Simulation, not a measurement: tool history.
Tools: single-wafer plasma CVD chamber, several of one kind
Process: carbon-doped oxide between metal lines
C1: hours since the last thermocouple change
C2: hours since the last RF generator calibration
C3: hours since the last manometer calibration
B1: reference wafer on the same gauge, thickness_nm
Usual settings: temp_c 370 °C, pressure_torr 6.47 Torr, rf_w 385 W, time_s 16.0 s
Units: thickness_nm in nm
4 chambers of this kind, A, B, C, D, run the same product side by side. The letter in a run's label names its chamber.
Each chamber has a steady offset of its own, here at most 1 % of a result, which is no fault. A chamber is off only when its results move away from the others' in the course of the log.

{"run": "1C", "day": 0.521, "temp_c": 370, "pressure_torr": 6.47, "rf_w": 385, "time_s": 16.0, "C1": 552.8, "C2": 644.9, "C3": 1101.8, "B1": 61.51, "thickness_nm": 67.792}
{"run": "2D", "day": 1.05, "temp_c": 370, "pressure_torr": 6.47, "rf_w": 385, "time_s": 16.0, "C1": 1714.3, "C2": 732.7, "C3": 1155.8, "B1": 61.537, "thickness_nm": 67.034}
{"run": "3B", "day": 1.288, "temp_c": 370, "pressure_torr": 6.47, "rf_w": 385, "time_s": 16.0, "C1": 1363.3, "C2": 579.5, "C3": 76.6, "B1": 61.417, "thickness_nm": 67.258}
{"run": "4A", "day": 1.804, "temp_c": 370, "pressure_torr": 6.47, "rf_w": 385, "time_s": 16.0, "C1": 1135.5, "C2": 1153.6, "C3": 1495.8, "B1": 61.511, "thickness_nm": 66.916}
{"run": "5A", "day": 2.104, "temp_c": 370, "pressure_torr": 6.47, "rf_w": 385, "time_s": 16.0, "C1": 1142.7, "C2": 1160.8, "C3": 1503.0, "B1": 61.478, "thickness_nm": 67.171}
{"run": "6B", "day": 2.588, "temp_c": 360, "pressure_torr": 6.47, "rf_w": 445, "time_s": 16.0, "C1": 1394.5, "C2": 610.7, "C3": 107.8, "B1": 61.505, "thickness_nm": 76.894}
{"run": "7D", "day": 2.908, "temp_c": 360, "pressure_torr": 6.47, "rf_w": 445, "time_s": 16.0, "C1": 1758.9, "C2": 777.3, "C3": 1200.4, "B1": 61.588, "thickness_nm": 76.281}
{"run": "8C", "day": 3.279, "temp_c": 360, "pressure_torr": 6.47, "rf_w": 445, "time_s": 16.0, "C1": 619.0, "C2": 711.1, "C3": 1168.0, "B1": 61.539, "thickness_nm": 77.378}
{"run": "9B", "day": 3.6, "temp_c": 360, "pressure_torr": 6.47, "rf_w": 445, "time_s": 16.0, "C1": 1418.8, "C2": 635.0, "C3": 132.1, "B1": 61.518, "thickness_nm": 76.561}
{"run": "10A", "day": 3.971, "temp_c": 370, "pressure_torr": 6.47, "rf_w": 335, "time_s": 16.0, "C1": 1187.5, "C2": 1205.6, "C3": 1547.8, "B1": 61.513, "thickness_nm": 59.65}
{"run": "11D", "day": 4.442, "temp_c": 370, "pressure_torr": 6.47, "rf_w": 335, "time_s": 16.0, "C1": 1795.7, "C2": 814.1, "C3": 1237.2, "B1": 61.47, "thickness_nm": 60.328}
{"day": 4.717, "done": "chamber D: thermocouple changed; heater temperature recalibrated"}
{"run": "12C", "day": 4.854, "temp_c": 370, "pressure_torr": 6.47, "rf_w": 335, "time_s": 16.0, "C1": 656.8, "C2": 748.9, "C3": 1205.8, "B1": 61.559, "thickness_nm": 61.05}
{"day": 5.058, "done": "chamber A: thermocouple changed; heater temperature recalibrated"}
{"run": "13C", "day": 5.288, "temp_c": 370, "pressure_torr": 6.47, "rf_w": 335, "time_s": 16.0, "C1": 667.2, "C2": 759.3, "C3": 1216.2, "B1": 61.494, "thickness_nm": 60.719}
{"run": "14D", "day": 5.567, "temp_c": 370, "pressure_torr": 6.47, "rf_w": 385, "time_s": 16.0, "C1": 20.4, "C2": 841.1, "C3": 1264.2, "B1": 61.494, "thickness_nm": 67.783}
{"run": "15B", "day": 5.962, "temp_c": 370, "pressure_torr": 6.47, "rf_w": 385, "time_s": 16.0, "C1": 1475.5, "C2": 691.7, "C3": 188.8, "B1": 61.479, "thickness_nm": 67.952}
{"run": "16A", "day": 6.396, "temp_c": 370, "pressure_torr": 6.47, "rf_w": 385, "time_s": 16.0, "C1": 32.1, "C2": 1263.8, "C3": 1606.0, "B1": 61.524, "thickness_nm": 66.67}
{"run": "17C", "day": 6.633, "temp_c": 370, "pressure_torr": 6.47, "rf_w": 385, "time_s": 16.0, "C1": 699.5, "C2": 791.6, "C3": 1248.5, "B1": 61.401, "thickness_nm": 67.837}
{"run": "18D", "day": 6.929, "temp_c": 370, "pressure_torr": 6.47, "rf_w": 385, "time_s": 16.0, "C1": 53.1, "C2": 873.8, "C3": 1296.9, "B1": 61.429, "thickness_nm": 67.313}
{"run": "19B", "day": 7.388, "temp_c": 370, "pressure_torr": 6.47, "rf_w": 385, "time_s": 16.0, "C1": 1509.7, "C2": 725.9, "C3": 223.0, "B1": 61.516, "thickness_nm": 67.494}
{"run": "20A", "day": 7.667, "temp_c": 370, "pressure_torr": 6.47, "rf_w": 385, "time_s": 16.0, "C1": 62.6, "C2": 1294.3, "C3": 1636.5, "B1": 61.571, "thickness_nm": 65.564}
{"run": "21D", "day": 7.933, "temp_c": 370, "pressure_torr": 6.47, "rf_w": 385, "time_s": 16.0, "C1": 77.2, "C2": 897.9, "C3": 1321.0, "B1": 61.484, "thickness_nm": 67.457}
{"run": "22C", "day": 8.35, "temp_c": 370, "pressure_torr": 6.47, "rf_w": 385, "time_s": 16.0, "C1": 740.7, "C2": 832.8, "C3": 1289.7, "B1": 61.493, "thickness_nm": 67.397}
{"run": "23A", "day": 8.85, "temp_c": 370, "pressure_torr": 5.84, "rf_w": 385, "time_s": 13.2, "C1": 91.0, "C2": 1322.7, "C3": 1664.9, "B1": 61.468, "thickness_nm": 53.937}
{"run": "24B", "day": 9.158, "temp_c": 370, "pressure_torr": 5.84, "rf_w": 385, "time_s": 13.2, "C1": 1552.2, "C2": 768.4, "C3": 265.5, "B1": 61.456, "thickness_nm": 55.169}
{"run": "25A", "day": 9.638, "temp_c": 370, "pressure_torr": 5.84, "rf_w": 385, "time_s": 13.2, "C1": 109.9, "C2": 1341.6, "C3": 1683.8, "B1": 61.477, "thickness_nm": 53.952}
{"run": "26B", "day": 10.088, "temp_c": 370, "pressure_torr": 5.84, "rf_w": 385, "time_s": 13.2, "C1": 1574.5, "C2": 790.7, "C3": 287.8, "B1": 61.516, "thickness_nm": 55.457}
{"run": "27D", "day": 10.492, "temp_c": 370, "pressure_torr": 6.47, "rf_w": 385, "time_s": 16.0, "C1": 138.6, "C2": 959.3, "C3": 1382.4, "B1": 61.523, "thickness_nm": 67.393}
{"run": "28C", "day": 10.829, "temp_c": 357, "pressure_torr": 6.47, "rf_w": 385, "time_s": 17.4, "C1": 800.2, "C2": 892.3, "C3": 1349.2, "B1": 61.517, "thickness_nm": 76.123}
{"run": "29A", "day": 11.233, "temp_c": 357, "pressure_torr": 6.47, "rf_w": 385, "time_s": 17.4, "C1": 148.2, "C2": 1379.9, "C3": 1722.1, "B1": 61.515, "thickness_nm": 73.104}
{"run": "30C", "day": 11.554, "temp_c": 357, "pressure_torr": 6.47, "rf_w": 385, "time_s": 17.4, "C1": 817.6, "C2": 909.7, "C3": 1366.6, "B1": 61.444, "thickness_nm": 76.311}
{"day": 11.704, "done": "chamber D: RF generator calibrated"}
{"run": "31D", "day": 11.954, "temp_c": 357, "pressure_torr": 6.47, "rf_w": 385, "time_s": 17.4, "C1": 173.7, "C2": 6.1, "C3": 1417.5, "B1": 61.45, "thickness_nm": 75.435}
{"day": 12.383, "done": "chamber C: capacitance manometer re-zeroed and calibrated"}
{"run": "32B", "day": 12.454, "temp_c": 370, "pressure_torr": 5.88, "rf_w": 385, "time_s": 16.0, "C1": 1631.3, "C2": 847.5, "C3": 344.6, "B1": 61.589, "thickness_nm": 66.093}
{"run": "33D", "day": 12.692, "temp_c": 370, "pressure_torr": 5.88, "rf_w": 385, "time_s": 16.0, "C1": 191.4, "C2": 23.8, "C3": 1435.2, "B1": 61.564, "thickness_nm": 66.554}
{"run": "34B", "day": 13.071, "temp_c": 370, "pressure_torr": 5.88, "rf_w": 385, "time_s": 16.0, "C1": 1646.1, "C2": 862.3, "C3": 359.4, "B1": 61.433, "thickness_nm": 66.981}
{"run": "35A", "day": 13.521, "temp_c": 370, "pressure_torr": 5.88, "rf_w": 385, "time_s": 16.0, "C1": 203.1, "C2": 1434.8, "C3": 1777.0, "B1": 61.483, "thickness_nm": 64.167}
{"run": "36C", "day": 13.921, "temp_c": 370, "pressure_torr": 5.69, "rf_w": 385, "time_s": 16.0, "C1": 874.4, "C2": 966.5, "C3": 36.9, "B1": 61.501, "thickness_nm": 66.558}
{"run": "37B", "day": 14.179, "temp_c": 370, "pressure_torr": 5.69, "rf_w": 385, "time_s": 16.0, "C1": 1672.7, "C2": 888.9, "C3": 386.0, "B1": 61.543, "thickness_nm": 65.983}

All 4 chambers run these settings next. Forecast each chamber's results:
{"run": "38A", "day": 14.567, "temp_c": 370, "pressure_torr": 6.47, "rf_w": 385, "time_s": 16.0, "thickness_nm": "?"}
{"run": "38B", "day": 14.567, "temp_c": 370, "pressure_torr": 6.47, "rf_w": 385, "time_s": 16.0, "thickness_nm": "?"}
{"run": "38C", "day": 14.567, "temp_c": 370, "pressure_torr": 6.47, "rf_w": 385, "time_s": 16.0, "thickness_nm": "?"}
{"run": "38D", "day": 14.567, "temp_c": 370, "pressure_torr": 6.47, "rf_w": 385, "time_s": 16.0, "thickness_nm": "?"}

run=38A thickness_nm=64.929
run=38B thickness_nm=67.588
run=38C thickness_nm=67.395
run=38D thickness_nm=67.432
